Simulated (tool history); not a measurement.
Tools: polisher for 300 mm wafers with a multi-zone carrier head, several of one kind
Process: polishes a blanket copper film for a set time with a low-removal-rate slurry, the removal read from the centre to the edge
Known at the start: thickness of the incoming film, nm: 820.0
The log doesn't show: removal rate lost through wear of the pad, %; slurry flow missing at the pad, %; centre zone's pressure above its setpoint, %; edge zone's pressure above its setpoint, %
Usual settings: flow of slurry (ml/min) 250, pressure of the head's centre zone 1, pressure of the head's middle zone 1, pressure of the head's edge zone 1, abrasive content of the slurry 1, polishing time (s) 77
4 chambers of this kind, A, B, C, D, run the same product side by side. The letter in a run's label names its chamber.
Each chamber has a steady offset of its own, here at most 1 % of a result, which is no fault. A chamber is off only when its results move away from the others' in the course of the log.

run    day  flow of slurry (ml/min)  pressure of the head's centre zone  pressure of the head's middle zone  pressure of the head's edge zone  abrasive content of the slurry  polishing time (s)  wafers polished on this pad  hours since the slurry nozzle was cleaned  hours since the centre zone pressure was calibrated  hours since the edge zone pressure was calibrated  film removed at the wafer's centre (angstrom)  film removed at mid-radius (angstrom)  film removed at the wafer's edge (angstrom)
 1B   0.25                      250                                   1                                   1                                 1                               1                  77                          960                                      130.2                                                177.2                                              579.1                                         2539.9                                 2547.3                                       2504.2
 2D  0.412                      250                                   1                                   1                                 1                               1                  77                          586                                      333.7                                                871.2                                               33.6                                         2511.3                                 2564.6                                       2518.2
 3A  0.533                      250                                   1                                   1                                 1                               1                  77                          632                                      144.3                                                  208                                              491.7                                         2526.3                                 2503.2                                         2572
 4C  0.688                      250                                   1                                   1                                 1                               1                  77                          491                                      263.2                                                886.1                                              126.2                                         2584.3                                 2494.9                                         2522
 5A  0.875                      250                                   1                                   1                                 1                               1                  77                          674                                      152.5                                                216.2                                              499.9                                         2530.2                                 2537.4                                       2528.7
 6D  0.992                      250                                   1                                   1                                 1                               1                  77                          657                                      347.6                                                885.1                                               47.5                                         2474.6                                 2551.9                                       2526.7
 7B  1.229                      250                                   1                                   1                              1.05                               1                  77                         1080                                      153.7                                                200.7                                              602.6                                         2575.3                                 2459.6                                       2557.8
 8C  1.375                      250                                   1                                   1                              1.05                               1                  77                          575                                      279.7                                                902.6                                              142.7                                         2567.5                                 2551.7                                       2577.5
 9D  1.629                      250                                   1                                   1                              1.05                               1                  77                          735                                      362.9                                                900.4                                               62.8                                           2485                                 2527.2                                       2545.4
10C   1.85                      250                                   1                                   1                              1.05                               1                  77                          633                                      291.1                                                  914                                              154.1                                         2528.4                                 2547.6                                       2553.2
11B  2.079                      250                                   1                                   1                                 1                             0.8                  77                         1184                                      174.1                                                221.1                                                623                                         2375.6                                 2443.1                                       2428.5
12A  2.246                      250                                   1                                   1                                 1                             0.8                  77                          842                                      185.4                                                249.1                                              532.8                                         2418.1                                 2421.6                                       2417.4
13A    2.4                      250                                   1                                   1                                 1                             0.8                  77                          861                                      189.1                                                252.8                                              536.5                                         2441.9                                 2410.4                                       2403.9
14B  2.579                      250                                   1                                   1                                 1                             0.8                  77                         1245                                      186.1                                                233.1                                                635                                           2407                                 2344.8                                       2404.6
15D  2.792                      250                                   1                                   1                                 1                               1                  77                          877                                      390.8                                                928.3                                               90.7                                           2562                                 2575.5                                       2553.6
16C  2.908                      250                                   1                                   1                                 1                               1                  77                          762                                      316.5                                                939.4                                              179.5                                           2486                                 2463.3                                       2469.6
17D  3.146                      250                                   1                                   1                                 1                               1                  77                          920                                      399.3                                                936.8                                               99.2                                           2537                                 2537.4                                       2503.4
18B  3.383                      250                                   1                                   1                                 1                               1                  77                         1343                                      205.4                                                252.4                                              654.3                                         2497.8                                 2473.7                                       2528.4
19C  3.492                      250                                   1                                   1                                 1                               1                  77                          833                                      330.5                                                953.4                                              193.5                                         2472.4                                   2451                                       2465.8
20A  3.733                      250                                   1                                   1                              0.93                               1                  77                         1023                                      221.1                                                284.8                                              568.5                                         2529.9                                 2476.2                                       2465.9
     3.788  -- chamber B: worn pad replaced by a new one
     3.825  -- chamber D: worn pad replaced by a new one
21B  3.917                      250                                   1                                   1                              0.93                               1                  77                           15                                      218.2                                                265.2                                              667.1                                         2568.1                                 2533.8                                       2413.4
22A  4.104                      250                                   1                                   1                              0.93                               1                  77                         1069                                        230                                                293.7                                              577.4                                         2553.8                                 2510.1                                       2466.1
     4.179  -- chamber C: centre zone pressure recalibrated
23D  4.217                      250                                   1                                   1                              0.93                               1                  77                           48                                        425                                                962.5                                              124.9                                         2581.6                                 2532.3                                       2429.5
24C  4.421                      250                                   1                                   1                                 1                               1                  77                          947                                      352.8                                                  5.9                                              215.8                                         2476.5                                 2439.7                                       2439.5
25C  4.654                      250                                   1                                   1                                 1                               1                  77                          975                                      358.4                                                 11.5                                              221.4                                         2443.4                                 2462.2                                       2408.1
26D  4.767                      250                                   1                                   1                                 1                               1                  77                          115                                      438.2                                                975.7                                              138.1                                         2536.6                                   2554                                       2518.5
27A  4.975                      250                                   1                                   1                                 1                               1                  77                         1175                                      250.9                                                314.6                                              598.3                                         2489.7                                 2519.5                                       2526.7
     5.062  -- chamber A: worn pad replaced by a new one
28B  5.125                      250                                   1                                   1                                 1                               1                  77                          163                                      247.2                                                294.2                                              696.1                                         2538.1                                 2517.5                                       2501.7
29C  5.325                      250                                   1                                   1                                 1                               1                  77                         1057                                      374.5                                                 27.6                                              237.5                                         2354.1                                 2409.1                                       2398.7
30A  5.488                      250                                   1                                   1                                 1                               1                  77                           52                                      263.2                                                326.9                                              610.6                                         2537.1                                   2482                                       2570.4
31D  5.667                      250                                   1                                   1                                 1                               1                  77                          225                                      459.8                                                997.3                                              159.7                                         2520.5                                 2523.6                                       2543.8
32B  5.838                      250                                   1                                   1                                 1                            1.15                  77                          250                                      264.3                                                311.3                                              713.2                                         2550.6                                 2625.3                                       2576.5
33A  6.038                      250                                   1                                   1                                 1                            1.15                  77                          119                                      276.4                                                340.1                                              623.8                                         2600.7                                 2659.8                                       2654.2
34D  6.154                      250                                   1                                   1                                 1                            1.15                  77                          284                                      471.5                                                 1009                                              171.4                                           2594                                 2571.9                                       2555.1
35B  6.321                      250                                   1                                   1                                 1                            1.15                  77                          309                                      275.9                                                322.9                                              724.8                                         2643.7                                 2640.7                                       2571.7
36C  6.458                      250                                   1                                   1                                 1                               1                  77                         1196                                      401.7                                                 54.8                                              264.7                                         2388.1                                 2369.6                                       2413.3
37A  6.617                      250                                   1                                   1                                 1                               1                  77                          190                                      290.3                                                  354                                              637.7                                         2496.1                                 2510.8                                         2576

Next, every chamber runs the same settings. What will each give?
38A  6.796                      250                                   1                                   1                                 1                               1                  77                                                                                                                                                                                                                              ?                                      ?                                            ?
38B  6.796                      250                                   1                                   1                                 1                               1                  77                                                                                                                                                                                                                              ?                                      ?                                            ?
38C  6.796                      250                                   1                                   1                                 1                               1                  77                                                                                                                                                                                                                              ?                                      ?                                            ?
38D  6.796                      250                                   1                                   1                                 1                               1                  77                                                                                                                                                                                                                              ?                                      ?                                            ?

run  film removed at the wafer's centre (angstrom)  film removed at mid-radius (angstrom)  film removed at the wafer's edge (angstrom)
38A                                         2503.1                                 2468.9                                       2520.8
38B                                         2511.5                                 2464.3                                       2511.3
38C                                           2358                                   2348                                       2385.5
38D                                         2574.9                                 2542.9                                       2507.3

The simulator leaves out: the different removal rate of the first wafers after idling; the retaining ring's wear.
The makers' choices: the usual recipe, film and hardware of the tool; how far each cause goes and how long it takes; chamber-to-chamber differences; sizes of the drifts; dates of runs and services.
